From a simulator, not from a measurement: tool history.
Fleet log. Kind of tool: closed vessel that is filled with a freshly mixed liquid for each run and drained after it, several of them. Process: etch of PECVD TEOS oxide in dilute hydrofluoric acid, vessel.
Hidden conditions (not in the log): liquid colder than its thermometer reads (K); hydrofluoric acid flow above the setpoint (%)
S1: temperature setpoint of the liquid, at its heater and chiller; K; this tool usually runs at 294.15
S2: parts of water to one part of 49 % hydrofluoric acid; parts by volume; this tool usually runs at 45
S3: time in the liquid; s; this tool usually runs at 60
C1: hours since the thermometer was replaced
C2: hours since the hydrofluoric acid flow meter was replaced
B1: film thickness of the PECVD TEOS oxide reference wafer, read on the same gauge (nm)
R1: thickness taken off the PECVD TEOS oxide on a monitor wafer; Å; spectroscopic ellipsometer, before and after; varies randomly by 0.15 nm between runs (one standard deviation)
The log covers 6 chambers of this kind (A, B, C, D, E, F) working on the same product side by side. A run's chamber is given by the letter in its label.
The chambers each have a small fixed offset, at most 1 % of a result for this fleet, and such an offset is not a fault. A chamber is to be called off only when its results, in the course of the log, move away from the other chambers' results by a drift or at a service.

{"run": "1B", "hour": 10.3, "S1": 294.15, "S2": 45, "S3": 60, "C1": 1314.2, "C2": 1105.8, "B1": 79.982, "R1": 195.8}
{"run": "2C", "hour": 20.0, "S1": 294.15, "S2": 45, "S3": 60, "C1": 734.2, "C2": 384.0, "B1": 79.996, "R1": 192.95}
{"run": "3E", "hour": 30.7, "S1": 294.15, "S2": 45, "S3": 60, "C1": 573.2, "C2": 1445.5, "B1": 79.987, "R1": 195.81}
{"run": "4D", "hour": 38.8, "S1": 294.15, "S2": 45, "S3": 60, "C1": 102.1, "C2": 1182.1, "B1": 80.028, "R1": 192.85}
{"run": "5A", "hour": 48.1, "S1": 294.15, "S2": 45, "S3": 60, "C1": 1051.2, "C2": 1077.6, "B1": 80.015, "R1": 192.11}
{"run": "6F", "hour": 59.6, "S1": 290.15, "S2": 45, "S3": 60, "C1": 520.5, "C2": 117.1, "B1": 79.996, "R1": 166.97}
{"run": "7C", "hour": 68.6, "S1": 290.15, "S2": 45, "S3": 60, "C1": 782.8, "C2": 432.6, "B1": 79.996, "R1": 163.4}
{"run": "8B", "hour": 75.4, "S1": 290.15, "S2": 45, "S3": 60, "C1": 1379.3, "C2": 1170.9, "B1": 80.018, "R1": 162.28}
{"run": "9E", "hour": 83.9, "S1": 290.15, "S2": 45, "S3": 60, "C1": 626.4, "C2": 1498.7, "B1": 80.017, "R1": 166.28}
{"run": "10F", "hour": 94.4, "S1": 290.15, "S2": 45, "S3": 60, "C1": 555.3, "C2": 151.9, "B1": 80.009, "R1": 166.31}
{"run": "11A", "hour": 102.1, "S1": 290.15, "S2": 45, "S3": 60, "C1": 1105.2, "C2": 1131.6, "B1": 80.039, "R1": 162.8}
{"run": "12D", "hour": 107.6, "S1": 297.65, "S2": 45, "S3": 60, "C1": 170.9, "C2": 1250.9, "B1": 80.012, "R1": 224.03}
{"run": "13F", "hour": 113.8, "S1": 297.65, "S2": 45, "S3": 60, "C1": 574.7, "C2": 171.3, "B1": 80.017, "R1": 228.22}
{"run": "14E", "hour": 123.7, "S1": 297.65, "S2": 45, "S3": 60, "C1": 666.2, "C2": 1538.5, "B1": 80.011, "R1": 226.93}
{"run": "15C", "hour": 129.3, "S1": 297.65, "S2": 45, "S3": 60, "C1": 843.5, "C2": 493.3, "B1": 80.008, "R1": 224.35}
{"hour": 131.4, "done": "chamber A: thermometer replaced"}
{"run": "16D", "hour": 135.2, "S1": 297.65, "S2": 45, "S3": 60, "C1": 198.5, "C2": 1278.5, "B1": 79.979, "R1": 222.43}
{"run": "17A", "hour": 143.1, "S1": 297.65, "S2": 45, "S3": 60, "C1": 11.8, "C2": 1172.6, "B1": 79.994, "R1": 227.47}
{"run": "18B", "hour": 151.3, "S1": 294.15, "S2": 45, "S3": 60, "C1": 1455.2, "C2": 1246.8, "B1": 79.996, "R1": 188.89}
{"run": "19E", "hour": 159.0, "S1": 294.15, "S2": 45, "S3": 60, "C1": 701.5, "C2": 1573.8, "B1": 80.01, "R1": 197.46}
{"run": "20D", "hour": 164.1, "S1": 294.15, "S2": 45, "S3": 60, "C1": 227.4, "C2": 1307.4, "B1": 79.977, "R1": 192.82}
{"run": "21A", "hour": 171.2, "S1": 294.15, "S2": 45, "S3": 60, "C1": 39.9, "C2": 1200.7, "B1": 80.004, "R1": 195.45}
{"run": "22F", "hour": 181.1, "S1": 294.15, "S2": 45, "S3": 60, "C1": 642.0, "C2": 238.6, "B1": 80.037, "R1": 198.64}
{"run": "23C", "hour": 188.8, "S1": 294.15, "S2": 45, "S3": 60, "C1": 903.0, "C2": 552.8, "B1": 80.016, "R1": 196.15}
{"run": "24B", "hour": 196.4, "S1": 294.15, "S2": 45, "S3": 60, "C1": 1500.3, "C2": 1291.9, "B1": 79.988, "R1": 187.92}
{"run": "25F", "hour": 202.1, "S1": 294.15, "S2": 45, "S3": 60, "C1": 663.0, "C2": 259.6, "B1": 80.017, "R1": 197.08}
{"run": "26E", "hour": 209.2, "S1": 294.15, "S2": 60, "S3": 60, "C1": 751.7, "C2": 1624.0, "B1": 80.044, "R1": 143.13}
{"run": "27B", "hour": 215.8, "S1": 294.15, "S2": 60, "S3": 60, "C1": 1519.7, "C2": 1311.3, "B1": 80.003, "R1": 137.51}
{"run": "28D", "hour": 224.2, "S1": 294.15, "S2": 60, "S3": 60, "C1": 287.5, "C2": 1367.5, "B1": 79.977, "R1": 143.57}
{"run": "29A", "hour": 234.8, "S1": 294.15, "S2": 60, "S3": 60, "C1": 103.5, "C2": 1264.3, "B1": 79.991, "R1": 143.9}
{"run": "30C", "hour": 245.9, "S1": 294.15, "S2": 60, "S3": 60, "C1": 960.1, "C2": 609.9, "B1": 79.993, "R1": 141.91}
{"run": "31D", "hour": 256.3, "S1": 294.15, "S2": 60, "S3": 60, "C1": 319.6, "C2": 1399.6, "B1": 79.989, "R1": 141.77}
{"run": "32A", "hour": 265.9, "S1": 294.15, "S2": 45, "S3": 60, "C1": 134.6, "C2": 1295.4, "B1": 79.998, "R1": 192.58}
{"run": "33E", "hour": 275.9, "S1": 294.15, "S2": 45, "S3": 60, "C1": 818.4, "C2": 1690.7, "B1": 79.993, "R1": 195.83}
{"run": "34F", "hour": 286.9, "S1": 294.15, "S2": 45, "S3": 60, "C1": 747.8, "C2": 344.4, "B1": 80.015, "R1": 198.87}
{"run": "35C", "hour": 295.2, "S1": 294.15, "S2": 45, "S3": 75, "C1": 1009.4, "C2": 659.2, "B1": 80.007, "R1": 242.47}
{"run": "36B", "hour": 305.2, "S1": 294.15, "S2": 45, "S3": 75, "C1": 1609.1, "C2": 1400.7, "B1": 79.992, "R1": 227.11}
{"hour": 308.7, "done": "chamber C: hydrofluoric acid flow meter replaced"}
{"run": "37A", "hour": 313.1, "S1": 294.15, "S2": 45, "S3": 75, "C1": 181.8, "C2": 1342.6, "B1": 79.992, "R1": 243.31}
{"run": "38E", "hour": 321.9, "S1": 294.15, "S2": 45, "S3": 75, "C1": 864.4, "C2": 1736.7, "B1": 79.988, "R1": 245.22}
{"run": "39F", "hour": 328.6, "S1": 294.15, "S2": 45, "S3": 75, "C1": 789.5, "C2": 386.1, "B1": 79.997, "R1": 246.55}
{"run": "40C", "hour": 340.3, "S1": 294.15, "S2": 45, "S3": 75, "C1": 1054.5, "C2": 31.6, "B1": 79.959, "R1": 245.27}

Decide between three cases: one chamber stands off from its peers, the gauge reading all wafers drifts, or nothing is wrong past each chamber's small offset. Where a chamber is off, say which and what most likely put it there.

It is chamber B that slowly wanders off from its peers.
Most likely cause: liquid colder than its thermometer reads (K) = 1.88.
It could be hard to tell apart here from: hydrofluoric acid flow below the setpoint (%).

Here are 4 candidates for chamber B's next run, each the usual settings with a change, their results left as question marks. Which one brings its results back in line with what the others give on the usual settings?
In-line tolerance around the mean of the other chambers on the usual settings: R1 5.20 Å
{"run": "41B-1", "hour": 348.7, "S1": 293.15, "S2": 45, "S3": 60, "R1": "?"}
{"run": "41B-2", "hour": 348.7, "S1": 294.15, "S2": 45, "S3": 55, "R1": "?"}
{"run": "41B-3", "hour": 348.7, "S1": 295.15, "S2": 45, "S3": 60, "R1": "?"}
{"run": "41B-4", "hour": 348.7, "S1": 294.15, "S2": 45, "S3": 65, "R1": "?"}

Average result of the remaining chambers running the usual settings: R1 195.31 Å
run=41B-1 R1=172.35
run=41B-2 R1=164.80
run=41B-3 R1=187.56
run=41B-4 R1=194.77
41B-4 puts the chamber back in line with the other chambers.
